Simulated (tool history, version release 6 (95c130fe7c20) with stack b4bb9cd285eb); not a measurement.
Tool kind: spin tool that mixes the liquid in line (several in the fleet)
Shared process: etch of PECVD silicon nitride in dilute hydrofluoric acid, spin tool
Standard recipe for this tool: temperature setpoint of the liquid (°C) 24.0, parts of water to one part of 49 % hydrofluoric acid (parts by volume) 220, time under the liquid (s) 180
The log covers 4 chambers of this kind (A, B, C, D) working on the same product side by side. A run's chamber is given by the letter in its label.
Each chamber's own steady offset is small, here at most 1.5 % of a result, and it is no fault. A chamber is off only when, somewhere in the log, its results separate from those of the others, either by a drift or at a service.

run,hour,temperature setpoint of the liquid (°C),parts of water to one part of 49 % hydrofluoric acid (parts by volume),time under the liquid (s),"read-back film thickness of the PECVD silicon nitride reference wafer, read on the same gauge (nm)",thickness taken off the PECVD silicon nitride on a monitor wafer (angstrom)
1A,5.2,24.0,220,180,29.973,20.707
2B,10.0,24.0,220,180,30.013,20.611
3C,12.7,24.0,220,180,29.991,20.337
4D,18.0,24.0,220,180,29.980,20.358
5A,21.7,19.0,265,180,29.983,12.312
6D,25.5,19.0,265,180,29.990,12.436
7B,29.5,19.0,265,180,29.996,12.332
8C,32.8,19.0,265,180,30.000,12.302
9C,37.3,24.0,220,180,30.018,19.869
10A,41.8,24.0,220,180,29.981,20.838
11B,45.5,24.0,220,180,30.013,20.559
12D,50.8,24.0,220,180,30.009,20.352
13A,53.8,24.0,220,235,30.014,26.696
14B,58.0,24.0,220,235,30.034,26.934
15C,60.6,24.0,220,235,29.992,26.903
16D,64.6,24.0,220,235,29.988,26.376
17A,68.5,19.0,220,180,29.997,14.723
18D,74.0,19.0,220,180,29.994,14.838
19B,76.9,19.0,220,180,30.024,14.827
20C,80.1,19.0,220,180,29.994,15.112
21B,83.8,24.0,220,180,30.018,20.280
22D,86.8,24.0,220,180,29.989,20.274
23A,91.9,24.0,155,180,30.012,28.685
24C,97.7,24.0,155,180,30.004,29.360
25A,100.5,24.0,155,180,30.012,28.731
26D,103.5,24.0,155,180,29.999,28.780
27B,108.6,24.0,220,180,29.984,20.692
28C,112.8,21.5,220,125,30.009,12.096
29D,116.2,21.5,220,125,29.989,12.120
30B,121.6,21.5,220,125,30.010,11.948
31C,124.8,21.5,220,125,30.006,12.148
32A,127.7,24.0,220,180,30.002,20.795
33C,131.9,24.0,220,180,30.013,20.358
34B,137.3,24.0,220,180,30.000,20.160
35A,141.6,24.0,220,180,29.996,20.837

For the next run the whole fleet of 4 chambers uses the same settings. Give each chamber's results:
36A,145.8,24.0,220,180,,?
36B,145.8,24.0,220,180,,?
36C,145.8,24.0,220,180,,?
36D,145.8,24.0,220,180,,?

run,thickness taken off the PECVD silicon nitride on a monitor wafer (angstrom)
36A,20.558
36B,20.253
36C,20.331
36D,20.308

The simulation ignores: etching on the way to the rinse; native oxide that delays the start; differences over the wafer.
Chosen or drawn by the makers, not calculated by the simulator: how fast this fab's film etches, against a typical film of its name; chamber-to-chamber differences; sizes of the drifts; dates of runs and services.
